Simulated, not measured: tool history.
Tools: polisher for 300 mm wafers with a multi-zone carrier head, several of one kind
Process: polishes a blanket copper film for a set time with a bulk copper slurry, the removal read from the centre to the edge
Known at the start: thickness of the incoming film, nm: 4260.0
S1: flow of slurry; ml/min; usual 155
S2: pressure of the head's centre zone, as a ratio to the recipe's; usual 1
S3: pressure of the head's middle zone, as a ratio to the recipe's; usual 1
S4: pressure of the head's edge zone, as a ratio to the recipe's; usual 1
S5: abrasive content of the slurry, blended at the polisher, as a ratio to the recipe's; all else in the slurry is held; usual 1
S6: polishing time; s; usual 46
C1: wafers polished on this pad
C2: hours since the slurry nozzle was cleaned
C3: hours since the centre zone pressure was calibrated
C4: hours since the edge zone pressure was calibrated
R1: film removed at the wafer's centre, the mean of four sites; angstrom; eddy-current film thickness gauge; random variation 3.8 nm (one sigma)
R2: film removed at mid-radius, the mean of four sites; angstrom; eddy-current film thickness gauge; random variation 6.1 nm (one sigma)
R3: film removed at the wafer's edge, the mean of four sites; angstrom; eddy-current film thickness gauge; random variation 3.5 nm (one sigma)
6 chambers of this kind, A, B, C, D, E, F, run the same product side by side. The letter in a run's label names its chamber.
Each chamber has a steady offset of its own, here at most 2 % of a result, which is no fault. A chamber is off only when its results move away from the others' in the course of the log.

Run 1E, hour 6.1: usual settings; C1 614; C2 33.2; C3 421; C4 166.1. Result: R1 4920.4 angstrom, R2 4827.7 angstrom, R3 4835.3 angstrom.
Run 2A, hour 10.7: usual settings; C1 944; C2 68.1; C3 361.1; C4 486.2. Result: R1 4845.5 angstrom, R2 4848.7 angstrom, R3 4903.8 angstrom.
At hour 14.5: chamber A: worn pad replaced by a new one.
At hour 15.4: chamber B: slurry nozzle cleaned.
At hour 17.2: chamber D: worn pad replaced by a new one.
Run 3B, hour 17.2: usual settings; C1 815; C2 1.9; C3 1238.1; C4 29.4. Result: R1 4894.7 angstrom, R2 4915.8 angstrom, R3 4883.3 angstrom.
At hour 20.8: chamber F: slurry nozzle cleaned.
Run 4C, hour 23.1: usual settings; C1 773; C2 418.4; C3 140.1; C4 88.3. Result: R1 4851.2 angstrom, R2 4801.5 angstrom, R3 4794.6 angstrom.
Run 5D, hour 28.4: usual settings; C1 103; C2 357.7; C3 1193.4; C4 209. Result: R1 4894.3 angstrom, R2 4858.6 angstrom, R3 4867.3 angstrom.
At hour 29.5: chamber C: worn pad replaced by a new one.
Run 6F, hour 35.8: usual settings; C1 351; C2 15; C3 480.8; C4 649.1. Result: R1 4966.4 angstrom, R2 4930.2 angstrom, R3 4935.1 angstrom.
At hour 36.2: chamber E: worn pad replaced by a new one.
Run 7F, hour 42.4: usual settings; C1 412; C2 21.6; C3 487.4; C4 655.7. Result: R1 4992.4 angstrom, R2 4946.2 angstrom, R3 4952.7 angstrom.
Run 8A, hour 47: usual settings but S2 0.89; C1 297; C2 104.4; C3 397.4; C4 522.5. Result: R1 4281.1 angstrom, R2 4846.7 angstrom, R3 4952.8 angstrom.
Run 9B, hour 53.2: usual settings but S2 0.89; C1 1144; C2 37.9; C3 1274.1; C4 65.4. Result: R1 4311 angstrom, R2 4863.8 angstrom, R3 4835.7 angstrom.
Run 10C, hour 56.5: usual settings but S2 0.89; C1 247; C2 451.8; C3 173.5; C4 121.7. Result: R1 4269.8 angstrom, R2 4877.2 angstrom, R3 4877.4 angstrom.
At hour 57.9: chamber F: centre zone pressure recalibrated.
At hour 60.6: chamber B: worn pad replaced by a new one.
Run 11D, hour 64: usual settings but S2 0.89; C1 428; C2 393.3; C3 1229; C4 244.6. Result: R1 4332.7 angstrom, R2 4838.9 angstrom, R3 4911.2 angstrom.
Run 12E, hour 69.8: usual settings but S2 0.89; C1 307; C2 96.9; C3 484.7; C4 229.8. Result: R1 4295.8 angstrom, R2 4884.7 angstrom, R3 4793.9 angstrom.
At hour 72.9: chamber F: worn pad replaced by a new one.
Run 13C, hour 74.8: usual settings but S2 0.89; C1 415; C2 470.1; C3 191.8; C4 140. Result: R1 4311.4 angstrom, R2 4878.1 angstrom, R3 4847.4 angstrom.
Run 14B, hour 78.9: usual settings; C1 167; C2 63.6; C3 1299.8; C4 91.1. Result: R1 4848.6 angstrom, R2 4874.5 angstrom, R3 4834.1 angstrom.
At hour 79.6: chamber D: centre zone pressure recalibrated.
Run 15D, hour 84.4: usual settings but S2 0.93, S6 37 s; C1 615; C2 413.7; C3 4.9; C4 265. Result: R1 3658.4 angstrom, R2 3855.1 angstrom, R3 3924.8 angstrom.
Run 16A, hour 91.2: usual settings but S2 0.93, S6 37 s; C1 701; C2 148.6; C3 441.6; C4 566.7. Result: R1 3586.7 angstrom, R2 3949.5 angstrom, R3 3923.3 angstrom.
Run 17E, hour 98.7: usual settings but S2 0.93, S6 37 s; C1 571; C2 125.8; C3 513.6; C4 258.7. Result: R1 3632.6 angstrom, R2 3944.4 angstrom, R3 3942.5 angstrom.
Run 18F, hour 104.9: usual settings but S2 0.93, S6 37 s; C1 293; C2 84.1; C3 47.1; C4 718.2. Result: R1 3628.5 angstrom, R2 4036.1 angstrom, R3 3974.4 angstrom.
At hour 107.6: chamber C: worn pad replaced by a new one.
Run 19E, hour 108.6: usual settings but S2 0.93, S6 37 s; C1 662; C2 135.7; C3 523.5; C4 268.6. Result: R1 3645.5 angstrom, R2 3917.3 angstrom, R3 3922.7 angstrom.
At hour 113: chamber A: worn pad replaced by a new one.
Run 20D, hour 113.6: usual settings but S2 0.93, S6 37 s; C1 882; C2 442.9; C3 34.1; C4 294.2. Result: R1 3622.4 angstrom, R2 3961.7 angstrom, R3 3939.1 angstrom.
Run 21A, hour 120.1: usual settings; C1 65; C2 177.5; C3 470.5; C4 595.6. Result: R1 4890.3 angstrom, R2 4951.9 angstrom, R3 4915.1 angstrom.
Run 22F, hour 125.3: usual settings; C1 479; C2 104.5; C3 67.5; C4 738.6. Result: R1 4909.9 angstrom, R2 5034.2 angstrom, R3 4929.3 angstrom.
Run 23C, hour 128.9: usual settings; C1 194; C2 524.2; C3 245.9; C4 194.1. Result: R1 4852.8 angstrom, R2 4769.7 angstrom, R3 4849.4 angstrom.
At hour 134.1: chamber B: centre zone pressure recalibrated.
Run 24B, hour 134.4: usual settings; C1 674; C2 119.1; C3 0.3; C4 146.6. Result: R1 4871.7 angstrom, R2 4817.5 angstrom, R3 4840.5 angstrom.
Run 25A, hour 141.1: usual settings; C1 257; C2 198.5; C3 491.5; C4 616.6. Result: R1 4917.4 angstrom, R2 4871 angstrom, R3 4970.2 angstrom.
Run 26D, hour 148: usual settings; C1 1196; C2 477.3; C3 68.5; C4 328.6. Result: R1 4907.1 angstrom, R2 4794.8 angstrom, R3 4891.9 angstrom.
At hour 152.1: chamber E: worn pad replaced by a new one.
Run 27E, hour 153.8: usual settings; C1 16; C2 180.9; C3 568.7; C4 313.8. Result: R1 4914 angstrom, R2 4926.2 angstrom, R3 4913 angstrom.
At hour 154.7: chamber D: edge zone pressure recalibrated.
Run 28C, hour 159.2: usual settings; C1 471; C2 554.5; C3 276.2; C4 224.4. Result: R1 4853 angstrom, R2 4776.4 angstrom, R3 4852.4 angstrom.
At hour 163.9: chamber F: worn pad replaced by a new one.
Run 29B, hour 164.8: usual settings; C1 952; C2 149.5; C3 30.7; C4 177. Result: R1 4830.4 angstrom, R2 4832 angstrom, R3 4860.6 angstrom.
Run 30F, hour 170.9: usual settings; C1 64; C2 150.1; C3 113.1; C4 784.2. Result: R1 4894.9 angstrom, R2 4903.1 angstrom, R3 4884.1 angstrom.
Run 31F, hour 175.9: usual settings; C1 109; C2 155.1; C3 118.1; C4 789.2. Result: R1 4883.4 angstrom, R2 4957.4 angstrom, R3 4929.5 angstrom.
At hour 180: chamber A: centre zone pressure recalibrated.
Run 32A, hour 183.1: usual settings but S2 0.94, S6 32 s; C1 641; C2 240.5; C3 3.1; C4 658.6. Result: R1 3178.4 angstrom, R2 3342.7 angstrom, R3 3424.7 angstrom.
Run 33D, hour 189.5: usual settings but S2 0.94, S6 32 s; C1 1576; C2 518.8; C3 110; C4 34.8. Result: R1 3162.1 angstrom, R2 3442.5 angstrom, R3 3368.1 angstrom.
At hour 190.5: chamber C: worn pad replaced by a new one.
At hour 192.9: chamber D: worn pad replaced by a new one.
Run 34E, hour 193.6: usual settings but S2 0.94, S6 32 s; C1 380; C2 220.7; C3 608.5; C4 353.6. Result: R1 3168.4 angstrom, R2 3350.8 angstrom, R3 3372.1 angstrom.
At hour 197.6: chamber E: edge zone pressure recalibrated.
Run 35B, hour 200.4: usual settings but S2 0.94, S6 32 s; C1 1278; C2 185.1; C3 66.3; C4 212.6. Result: R1 3164 angstrom, R2 3365.2 angstrom, R3 3324.4 angstrom.
At hour 203.7: chamber B: worn pad replaced by a new one.
Run 36C, hour 206.2: usual settings but S2 0.94, S6 32 s; C1 144; C2 601.5; C3 323.2; C4 271.4. Result: R1 3120.7 angstrom, R2 3375.6 angstrom, R3 3379 angstrom.
Run 37B, hour 211.7: usual settings but S2 0.94, S6 32 s; C1 73; C2 196.4; C3 77.6; C4 223.9. Result: R1 3130.4 angstrom, R2 3457.9 angstrom, R3 3378.8 angstrom.
Run 38D, hour 217.2: usual settings; C1 222; C2 546.5; C3 137.7; C4 62.5. Result: R1 4871.9 angstrom, R2 4817.4 angstrom, R3 4911.3 angstrom.
Run 39F, hour 221.5: usual settings; C1 526; C2 200.7; C3 163.7; C4 834.8. Result: R1 4865.3 angstrom, R2 4803.6 angstrom, R3 4862.1 angstrom.
Run 40A, hour 229: usual settings; C1 1060; C2 286.4; C3 49; C4 704.5. Result: R1 4798.5 angstrom, R2 4746.2 angstrom, R3 4942.5 angstrom.
At hour 230.3: chamber A: worn pad replaced by a new one.
Run 41C, hour 233: usual settings; C1 389; C2 628.3; C3 350; C4 298.2. Result: R1 4853.9 angstrom, R2 4817.6 angstrom, R3 4872.7 angstrom.
Run 42E, hour 238.3: usual settings; C1 788; C2 265.4; C3 653.2; C4 40.8. Result: R1 4827.8 angstrom, R2 4791.2 angstrom, R3 4830 angstrom.
Run 43A, hour 244.3: usual settings; C1 128; C2 301.7; C3 64.3; C4 719.8. Result: R1 4894.5 angstrom, R2 4870.8 angstrom, R3 4973.7 angstrom.
Run 44E, hour 250.9: usual settings; C1 903; C2 278; C3 665.8; C4 53.4. Result: R1 4846 angstrom, R2 4897.2 angstrom, R3 4858.5 angstrom.

What goes on in this fleet: one chamber off, a drifting gauge, or nothing beyond the chambers' own small offsets? Name the chamber and the cause, if any.

No chamber stands off beyond its own small offset, and the gauge holds steady.

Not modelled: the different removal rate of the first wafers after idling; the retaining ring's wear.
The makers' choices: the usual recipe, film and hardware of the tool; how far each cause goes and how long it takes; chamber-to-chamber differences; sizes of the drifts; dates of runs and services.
